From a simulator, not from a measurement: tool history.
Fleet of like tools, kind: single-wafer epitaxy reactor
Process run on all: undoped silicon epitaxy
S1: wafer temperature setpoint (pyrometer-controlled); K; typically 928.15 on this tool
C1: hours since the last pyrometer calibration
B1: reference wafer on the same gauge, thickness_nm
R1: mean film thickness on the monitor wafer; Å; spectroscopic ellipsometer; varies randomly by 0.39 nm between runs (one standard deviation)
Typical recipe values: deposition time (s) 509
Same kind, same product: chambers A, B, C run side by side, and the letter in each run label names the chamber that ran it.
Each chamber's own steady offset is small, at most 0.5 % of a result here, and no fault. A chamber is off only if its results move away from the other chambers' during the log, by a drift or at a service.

run 1B hour=4.2 | S1=928.15 deposition_time_(s)=509 | C1=951.9 | B1=88.988 | R1=950.89
run 2A hour=7.5 | S1=928.15 deposition_time_(s)=509 | C1=858.9 | B1=89.043 | R1=954.25
run 3C hour=14.6 | S1=928.15 deposition_time_(s)=509 | C1=480.5 | B1=89.045 | R1=951.44
run 4C hour=21.7 | S1=928.15 deposition_time_(s)=509 | C1=487.6 | B1=89.168 | R1=958.26
run 5A hour=25.3 | S1=928.15 deposition_time_(s)=509 | C1=876.7 | B1=89.091 | R1=951.94
run 6B hour=29.1 | S1=928.15 deposition_time_(s)=509 | C1=976.8 | B1=89.111 | R1=951.73
run 7C hour=33.7 | S1=928.15 deposition_time_(s)=509 | C1=499.6 | B1=89.043 | R1=956.66
run 8B hour=37.9 | S1=928.15 deposition_time_(s)=509 | C1=985.6 | B1=89.103 | R1=953.5
run 9A hour=44.6 | S1=928.15 deposition_time_(s)=509 | C1=896 | B1=89.055 | R1=957.31
run 10B hour=50 | S1=928.15 deposition_time_(s)=509 | C1=997.7 | B1=89.212 | R1=957.93
run 11C hour=56.9 | S1=928.15 deposition_time_(s)=509 | C1=522.8 | B1=89.158 | R1=965.97
run 12A hour=63.6 | S1=928.15 deposition_time_(s)=509 | C1=915 | B1=89.05 | R1=961.68
run 13B hour=70.5 | S1=928.15 deposition_time_(s)=509 | C1=1018.2 | B1=89.074 | R1=956.32
run 14C hour=77.3 | S1=928.15 deposition_time_(s)=509 | C1=543.2 | B1=89.058 | R1=971.89
run 15A hour=80.6 | S1=928.15 deposition_time_(s)=567 | C1=932 | B1=89.022 | R1=1064.5
run 16B hour=86.4 | S1=928.15 deposition_time_(s)=567 | C1=1034.1 | B1=89 | R1=1060
run 17C hour=89.6 | S1=928.15 deposition_time_(s)=567 | C1=555.5 | B1=89.048 | R1=1097.8
run 18A hour=95.9 | S1=928.15 deposition_time_(s)=509 | C1=947.3 | B1=89.07 | R1=956.53
run 19B hour=100.4 | S1=916.15 deposition_time_(s)=544 | C1=1048.1 | B1=89.048 | R1=778.79
run 20C hour=105.5 | S1=916.15 deposition_time_(s)=544 | C1=571.4 | B1=89.106 | R1=819.19
run 21A hour=109.3 | S1=916.15 deposition_time_(s)=544 | C1=960.7 | B1=89.092 | R1=785.2
run 22A hour=115.5 | S1=919.15 deposition_time_(s)=461 | C1=966.9 | B1=89.13 | R1=711.54
run 23B hour=119.4 | S1=919.15 deposition_time_(s)=461 | C1=1067.1 | B1=89.08 | R1=705.32
run 24C hour=126.5 | S1=919.15 deposition_time_(s)=461 | C1=592.4 | B1=89.136 | R1=752.16
run 25B hour=129.8 | S1=928.15 deposition_time_(s)=509 | C1=1077.5 | B1=89.084 | R1=957.27
run 26C hour=134.1 | S1=928.15 deposition_time_(s)=509 | C1=600 | B1=89.081 | R1=1007.7

Is one chamber off against the others, does the gauge drift, or is nothing wrong? If a chamber is off, say which, and what the likeliest cause is.

Little by little, chamber C moves away from the other chambers.
What lies behind it: wafer temperature above the value expected at the setpoint (K) = 2.37.

Which of the 4 candidates below, each the usual settings with something changed and its results left as question marks, puts chamber C back in line with what the other chambers give on the usual settings?
In line here means within this much of the mean the other chambers give on the usual settings: R1 14 Å
run 27C-1 hour=139.2 | S1=926.15 deposition_time_(s)=502 | R1=?
run 27C-2 hour=139.2 | S1=928.15 deposition_time_(s)=522 | R1=?
run 27C-3 hour=139.2 | S1=928.15 deposition_time_(s)=496 | R1=?
run 27C-4 hour=139.2 | S1=930.15 deposition_time_(s)=516 | R1=?

The other chambers' mean on the usual settings: R1 954.53 Å
run=27C-1 R1=953.35
run=27C-2 R1=1035.1
run=27C-3 R1=983.56
run=27C-4 R1=1068.2
It is 27C-1 that realigns the chamber with its peers.
